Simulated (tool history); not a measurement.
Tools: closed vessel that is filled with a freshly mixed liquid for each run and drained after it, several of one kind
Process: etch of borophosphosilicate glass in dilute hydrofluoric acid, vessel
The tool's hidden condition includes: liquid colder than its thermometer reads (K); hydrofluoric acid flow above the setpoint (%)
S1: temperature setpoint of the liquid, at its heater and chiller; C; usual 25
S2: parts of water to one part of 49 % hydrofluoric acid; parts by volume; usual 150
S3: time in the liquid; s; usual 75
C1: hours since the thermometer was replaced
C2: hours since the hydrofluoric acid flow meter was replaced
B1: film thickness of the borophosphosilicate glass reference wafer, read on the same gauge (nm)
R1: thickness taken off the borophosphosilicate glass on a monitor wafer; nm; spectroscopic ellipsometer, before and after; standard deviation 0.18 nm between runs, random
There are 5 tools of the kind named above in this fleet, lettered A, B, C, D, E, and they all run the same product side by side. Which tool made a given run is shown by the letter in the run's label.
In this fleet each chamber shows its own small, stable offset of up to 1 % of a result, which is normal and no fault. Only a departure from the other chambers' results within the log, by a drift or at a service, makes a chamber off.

run 1B hour=3.3 | S1=25 S2=150 S3=75 | C1=218.7 C2=48.8 | B1=80.006 | R1=27.568
run 2D hour=8.3 | S1=25 S2=150 S3=75 | C1=351 C2=680.2 | B1=79.971 | R1=26.75
run 3E hour=13 | S1=25 S2=150 S3=75 | C1=634.7 C2=794.3 | B1=80.002 | R1=26.948
run 4A hour=18.9 | S1=25 S2=150 S3=75 | C1=240.1 C2=706.7 | B1=80.006 | R1=27.299
run 5C hour=24 | S1=25 S2=150 S3=75 | C1=317.5 C2=1643.8 | B1=80 | R1=27.338
run 6A hour=29.9 | S1=25 S2=150 S3=75 | C1=251.1 C2=717.7 | B1=79.999 | R1=27.29
run 7E hour=36.8 | S1=25 S2=150 S3=75 | C1=658.5 C2=818.1 | B1=79.966 | R1=27.079
run 8B hour=41.5 | S1=25 S2=150 S3=75 | C1=256.9 C2=87 | B1=80.009 | R1=27.629
run 9D hour=46.1 | S1=25 S2=150 S3=75 | C1=388.8 C2=718 | B1=80.035 | R1=27.16
run 10C hour=52.5 | S1=23.5 S2=100 S3=75 | C1=346 C2=1672.3 | B1=80 | R1=40.725
run 11E hour=58.2 | S1=23.5 S2=100 S3=75 | C1=679.9 C2=839.5 | B1=80.023 | R1=40.563
run 12A hour=64.1 | S1=23.5 S2=100 S3=75 | C1=285.3 C2=751.9 | B1=80.009 | R1=40.723
run 13C hour=69.8 | S1=23.5 S2=100 S3=75 | C1=363.3 C2=1689.6 | B1=80.039 | R1=40.318
run 14B hour=75.5 | S1=23.5 S2=100 S3=75 | C1=290.9 C2=121 | B1=79.985 | R1=41.752
run 15D hour=80.8 | S1=25 S2=150 S3=75 | C1=423.5 C2=752.7 | B1=80.012 | R1=27.3
run 16A hour=86.4 | S1=25 S2=150 S3=75 | C1=307.6 C2=774.2 | B1=79.985 | R1=27.322
run 17B hour=90.6 | S1=25 S2=195 S3=110 | C1=306 C2=136.1 | B1=80.043 | R1=29.547
run 18D hour=95.1 | S1=25 S2=195 S3=110 | C1=437.8 C2=767 | B1=79.978 | R1=29.043
run 19E hour=101.7 | S1=25 S2=195 S3=110 | C1=723.4 C2=883 | B1=79.992 | R1=29.185
run 20C hour=108.6 | S1=25 S2=195 S3=110 | C1=402.1 C2=1728.4 | B1=80.038 | R1=28.42
run 21E hour=112 | S1=25 S2=195 S3=110 | C1=733.7 C2=893.3 | B1=80.027 | R1=28.871
run 22A hour=115.6 | S1=29.5 S2=150 S3=75 | C1=336.8 C2=803.4 | B1=80.033 | R1=32.242
run 23C hour=119.5 | S1=29.5 S2=150 S3=75 | C1=413 C2=1739.3 | B1=79.969 | R1=31.192
run 24B hour=126 | S1=29.5 S2=150 S3=75 | C1=341.4 C2=171.5 | B1=79.985 | R1=32.564
run 25D hour=131 | S1=29.5 S2=150 S3=75 | C1=473.7 C2=802.9 | B1=80.007 | R1=32.554
run 26B hour=138.1 | S1=29.5 S2=150 S3=75 | C1=353.5 C2=183.6 | B1=80.003 | R1=32.547
run 27A hour=143.2 | S1=25 S2=150 S3=75 | C1=364.4 C2=831 | B1=79.994 | R1=27.176
run 28C hour=148.6 | S1=25 S2=150 S3=75 | C1=442.1 C2=1768.4 | B1=79.981 | R1=25.645
run 29D hour=152.2 | S1=25 S2=215 S3=115 | C1=494.9 C2=824.1 | B1=80.013 | R1=26.949
run 30E hour=156.8 | S1=25 S2=215 S3=115 | C1=778.5 C2=938.1 | B1=79.975 | R1=26.637
run 31D hour=161.5 | S1=25 S2=215 S3=115 | C1=504.2 C2=833.4 | B1=79.999 | R1=26.925
run 32E hour=167.3 | S1=25 S2=215 S3=115 | C1=789 C2=948.6 | B1=79.994 | R1=26.575
run 33B hour=171 | S1=25 S2=215 S3=115 | C1=386.4 C2=216.5 | B1=80.029 | R1=27.299
run 34C hour=176.7 | S1=25 S2=150 S3=75 | C1=470.2 C2=1796.5 | B1=79.953 | R1=25.642
run 35A hour=180.8 | S1=25 S2=150 S3=75 | C1=402 C2=868.6 | B1=80.019 | R1=27.169
run 36E hour=185 | S1=25 S2=150 S3=75 | C1=806.7 C2=966.3 | B1=79.997 | R1=26.996
run 37C hour=188.7 | S1=25 S2=150 S3=75 | C1=482.2 C2=1808.5 | B1=79.996 | R1=25.458

Has any chamber moved away from the others, gradually or after a service, or does the common gauge drift, or do the chambers differ only by their own small steady offsets? State the chamber and the most likely cause if one applies.

Chamber C drifts away from the others.
Cause: liquid colder than its thermometer reads (K) = 2.26.
The log might look much the same if the cause were instead: hydrofluoric acid flow below the setpoint (%).

Below are 4 candidate recipes for chamber C's next run, each the usual settings with a change, their results shown as question marks. Which of them brings C's results back in line with what the other chambers give on the usual settings?
A result is in line if it is within this distance of the other chambers' mean on the usual settings: R1 0.62 nm
run 38C-1 hour=193.9 | S1=25 S2=140 S3=75 | R1=?
run 38C-2 hour=193.9 | S1=24.5 S2=150 S3=75 | R1=?
run 38C-3 hour=193.9 | S1=25.5 S2=150 S3=75 | R1=?
run 38C-4 hour=193.9 | S1=23 S2=150 S3=75 | R1=?

Average result of the remaining chambers running the usual settings: R1 27.274 nm
run=38C-1 R1=27.441
run=38C-2 R1=24.849
run=38C-3 R1=25.84
run=38C-4 R1=23.411
The answer is 38C-1, which returns the chamber to within the allowed miss of the others.
